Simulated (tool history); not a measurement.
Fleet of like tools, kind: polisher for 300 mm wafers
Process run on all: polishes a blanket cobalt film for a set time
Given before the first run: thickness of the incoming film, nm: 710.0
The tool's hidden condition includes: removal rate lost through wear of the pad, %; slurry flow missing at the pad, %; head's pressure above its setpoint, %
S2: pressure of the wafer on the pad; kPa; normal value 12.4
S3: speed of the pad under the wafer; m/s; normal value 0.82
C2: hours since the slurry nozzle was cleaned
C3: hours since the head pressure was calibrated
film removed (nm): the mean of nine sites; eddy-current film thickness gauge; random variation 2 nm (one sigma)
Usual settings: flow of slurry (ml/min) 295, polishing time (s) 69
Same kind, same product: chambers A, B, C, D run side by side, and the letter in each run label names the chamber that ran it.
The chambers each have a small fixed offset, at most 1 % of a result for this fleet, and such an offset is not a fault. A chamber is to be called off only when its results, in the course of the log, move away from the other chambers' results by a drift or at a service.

Run 1D, hour 11.5: usual settings; wafers polished on this pad 234; C2 514.0; C3 508.6. Result: film removed (nm) 283.65.
Run 2C, hour 19.9: usual settings; wafers polished on this pad 642; C2 98.6; C3 1086.0. Result: film removed (nm) 287.56.
Run 3A, hour 31.9: usual settings; wafers polished on this pad 1418; C2 308.7; C3 107.4. Result: film removed (nm) 287.24.
Run 4B, hour 40.8: usual settings; wafers polished on this pad 1032; C2 375.9; C3 1065.3. Result: film removed (nm) 289.39.
At hour 46.0: chamber A: worn pad replaced by a new one.
Run 5D, hour 51.3: usual settings; wafers polished on this pad 676; C2 553.8; C3 548.4. Result: film removed (nm) 285.42.
At hour 53.2: chamber D: worn pad replaced by a new one.
At hour 59.0: chamber B: worn pad replaced by a new one.
Run 6B, hour 65.5: usual settings but S3 1.02 m/s; wafers polished on this pad 72; C2 400.6; C3 1090.0. Result: film removed (nm) 360.82.
Run 7A, hour 72.0: usual settings but S3 1.02 m/s; wafers polished on this pad 289; C2 348.8; C3 147.5. Result: film removed (nm) 355.41.
Run 8C, hour 85.0: usual settings but S3 1.02 m/s; wafers polished on this pad 1365; C2 163.7; C3 1151.1. Result: film removed (nm) 355.31.
Run 9A, hour 94.3: usual settings but S3 1.02 m/s; wafers polished on this pad 537; C2 371.1; C3 169.8. Result: film removed (nm) 360.85.
Run 10C, hour 105.5: usual settings; wafers polished on this pad 1592; C2 184.2; C3 1171.6. Result: film removed (nm) 283.48.
Run 11B, hour 113.5: usual settings; wafers polished on this pad 605; C2 448.6; C3 1138.0. Result: film removed (nm) 287.04.
At hour 113.6: chamber D: worn pad replaced by a new one.
Run 12D, hour 128.1: usual settings; wafers polished on this pad 161; C2 630.6; C3 625.2. Result: film removed (nm) 284.71.
Run 13C, hour 140.3: usual settings; wafers polished on this pad 1979; C2 219.0; C3 1206.4. Result: film removed (nm) 281.56.
Run 14D, hour 151.0: usual settings; wafers polished on this pad 416; C2 653.5; C3 648.1. Result: film removed (nm) 285.75.
At hour 151.3: chamber D: slurry nozzle cleaned.
Run 15B, hour 158.5: usual settings but flow of slurry (ml/min) 210; wafers polished on this pad 1104; C2 493.6; C3 1183.0. Result: film removed (nm) 278.85.
At hour 162.9: chamber B: head pressure recalibrated.
Run 16A, hour 172.2: usual settings but flow of slurry (ml/min) 210; wafers polished on this pad 1401; C2 449.0; C3 247.7. Result: film removed (nm) 276.14.
At hour 173.1: chamber B: worn pad replaced by a new one.
Run 17A, hour 184.3: usual settings but flow of slurry (ml/min) 210; wafers polished on this pad 1535; C2 461.1; C3 259.8. Result: film removed (nm) 278.75.
At hour 185.7: chamber A: worn pad replaced by a new one.
At hour 191.1: chamber D: worn pad replaced by a new one.
Run 18D, hour 193.5: usual settings but flow of slurry (ml/min) 210; wafers polished on this pad 27; C2 42.3; C3 690.6. Result: film removed (nm) 276.85.
At hour 203.1: chamber D: head pressure recalibrated.
Run 19C, hour 206.6: usual settings; wafers polished on this pad 2714; C2 285.3; C3 1272.7. Result: film removed (nm) 281.29.
Run 20B, hour 216.3: usual settings; wafers polished on this pad 479; C2 551.4; C3 53.5. Result: film removed (nm) 288.49.
Run 21B, hour 224.9: usual settings; wafers polished on this pad 575; C2 560.0; C3 62.1. Result: film removed (nm) 288.72.
Run 22A, hour 238.6: usual settings; wafers polished on this pad 587; C2 515.4; C3 314.1. Result: film removed (nm) 287.38.
Run 23D, hour 250.3: usual settings; wafers polished on this pad 657; C2 99.1; C3 47.2. Result: film removed (nm) 284.71.
At hour 255.6: chamber D: worn pad replaced by a new one.
Run 24C, hour 257.8: usual settings; wafers polished on this pad 3282; C2 336.5; C3 1323.9. Result: film removed (nm) 275.02.
Run 25D, hour 267.4: usual settings; wafers polished on this pad 131; C2 116.2; C3 64.3. Result: film removed (nm) 287.86.
Run 26B, hour 281.9: usual settings; wafers polished on this pad 1207; C2 617.0; C3 119.1. Result: film removed (nm) 287.72.
Run 27C, hour 291.6: usual settings but S2 13.8 kPa, S3 1.08 m/s; wafers polished on this pad 3658; C2 370.3; C3 1357.7. Result: film removed (nm) 400.18.
At hour 294.9: chamber A: worn pad replaced by a new one.
Run 28A, hour 300.6: usual settings but S2 13.8 kPa, S3 1.08 m/s; wafers polished on this pad 64; C2 577.4; C3 376.1. Result: film removed (nm) 424.53.
At hour 301.5: chamber B: worn pad replaced by a new one.
At hour 302.0: chamber B: slurry nozzle cleaned.
Run 29A, hour 313.0: usual settings but S2 13.8 kPa, S3 1.08 m/s; wafers polished on this pad 201; C2 589.8; C3 388.5. Result: film removed (nm) 420.32.
Run 30D, hour 322.4: usual settings but S2 13.8 kPa, S3 1.08 m/s; wafers polished on this pad 741; C2 171.2; C3 119.3. Result: film removed (nm) 418.12.
Run 31C, hour 330.1: usual settings; wafers polished on this pad 4085; C2 408.8; C3 1396.2. Result: film removed (nm) 268.88.
Run 32B, hour 338.5: usual settings; wafers polished on this pad 410; C2 36.6; C3 175.7. Result: film removed (nm) 290.38.
Run 33C, hour 351.2: usual settings; wafers polished on this pad 4319; C2 429.9; C3 1417.3. Result: film removed (nm) 269.51.

For the next run the whole fleet of 4 chambers uses the same settings. Give each chamber's results:
Run 34A, hour 361.7: usual settings. Result: film removed (nm) ?.
Run 34B, hour 361.7: usual settings. Result: film removed (nm) ?.
Run 34C, hour 361.7: usual settings. Result: film removed (nm) ?.
Run 34D, hour 361.7: usual settings. Result: film removed (nm) ?.

run  film removed (nm)
34A             286.40
34B             286.01
34C             266.97
34D             286.93
